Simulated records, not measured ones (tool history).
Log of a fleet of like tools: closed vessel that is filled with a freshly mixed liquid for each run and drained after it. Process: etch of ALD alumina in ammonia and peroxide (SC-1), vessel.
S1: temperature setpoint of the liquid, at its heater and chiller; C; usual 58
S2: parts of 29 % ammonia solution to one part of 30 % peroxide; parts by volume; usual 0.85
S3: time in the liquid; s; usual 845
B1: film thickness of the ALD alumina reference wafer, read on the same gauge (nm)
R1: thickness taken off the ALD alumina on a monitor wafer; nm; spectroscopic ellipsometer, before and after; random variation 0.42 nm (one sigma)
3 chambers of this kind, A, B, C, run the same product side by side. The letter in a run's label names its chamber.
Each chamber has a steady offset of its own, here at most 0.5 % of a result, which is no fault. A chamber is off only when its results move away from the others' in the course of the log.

run 1A day=0.171 | S1=58 S2=0.85 S3=845 | B1=79.984 | R1=55.177
run 2B day=0.508 | S1=58 S2=0.85 S3=845 | B1=79.979 | R1=54.725
run 3C day=0.792 | S1=58 S2=0.85 S3=845 | B1=79.98 | R1=54.631
run 4A day=0.958 | S1=58 S2=0.85 S3=845 | B1=80.002 | R1=55.43
run 5C day=1.183 | S1=58 S2=0.85 S3=845 | B1=80.006 | R1=55.17
run 6B day=1.4 | S1=58 S2=0.85 S3=845 | B1=80.031 | R1=53.972
run 7C day=1.612 | S1=58 S2=0.85 S3=845 | B1=80.038 | R1=54.456
run 8B day=1.971 | S1=58 S2=0.85 S3=845 | B1=79.997 | R1=54.677
run 9A day=2.2 | S1=58 S2=0.85 S3=845 | B1=80.009 | R1=55.175
run 10B day=2.508 | S1=58 S2=0.85 S3=845 | B1=80.003 | R1=54.855
run 11A day=2.792 | S1=66.5 S2=0.45 S3=845 | B1=80.021 | R1=79.706
run 12C day=2.979 | S1=66.5 S2=0.45 S3=845 | B1=79.982 | R1=79.646
run 13B day=3.329 | S1=66.5 S2=0.45 S3=845 | B1=80.031 | R1=79.512
run 14C day=3.6 | S1=58 S2=0.85 S3=845 | B1=79.973 | R1=54.123
run 15A day=3.929 | S1=58 S2=0.85 S3=845 | B1=79.988 | R1=55.412
-- day=3.983 chamber C: new drum of ammonia solution connected
run 16B day=4.096 | S1=58 S2=0.85 S3=845 | B1=79.997 | R1=54.303
run 17C day=4.338 | S1=58 S2=0.85 S3=845 | B1=79.991 | R1=53.19
run 18A day=4.667 | S1=58 S2=0.85 S3=845 | B1=79.991 | R1=55.354
run 19A day=4.9 | S1=58 S2=0.85 S3=845 | B1=80.009 | R1=55.621
run 20B day=5.096 | S1=58 S2=0.85 S3=845 | B1=79.989 | R1=54.669
run 21C day=5.429 | S1=58 S2=0.85 S3=585 | B1=80.009 | R1=37.064
-- day=5.621 chamber A: thermometer replaced
run 22B day=5.758 | S1=58 S2=0.85 S3=585 | B1=79.983 | R1=37.467
run 23A day=6.117 | S1=58 S2=0.85 S3=585 | B1=80.056 | R1=38.069
run 24C day=6.471 | S1=58 S2=0.85 S3=845 | B1=80.004 | R1=52.007
run 25C day=6.754 | S1=58 S2=0.85 S3=1075 | B1=80.033 | R1=67.186

Is one chamber off against the others, does the gauge drift, or is nothing wrong? If a chamber is off, say which, and what the likeliest cause is.

Chamber C drifts away from the others.
Cause: liquid colder than its thermometer reads (K) = 0.898.

Here are 4 candidates for chamber C's next run, each the usual settings with a change, their results left as question marks. Which one brings its results back in line with what the others give on the usual settings?
In line means no further than this from the other chambers' mean on the usual settings: R1 1.5 nm
run 26C-1 day=7.029 | S1=58.5 S2=0.85 S3=865 | R1=?
run 26C-2 day=7.029 | S1=57 S2=0.85 S3=845 | R1=?
run 26C-3 day=7.029 | S1=58 S2=0.85 S3=765 | R1=?
run 26C-4 day=7.029 | S1=59 S2=0.85 S3=890 | R1=?

The other chambers' mean on the usual settings: R1 55.135 nm
run=26C-1 R1=55.411
run=26C-2 R1=49.983
run=26C-3 R1=47.717
run=26C-4 R1=58.517
26C-1 brings the chamber back in line.
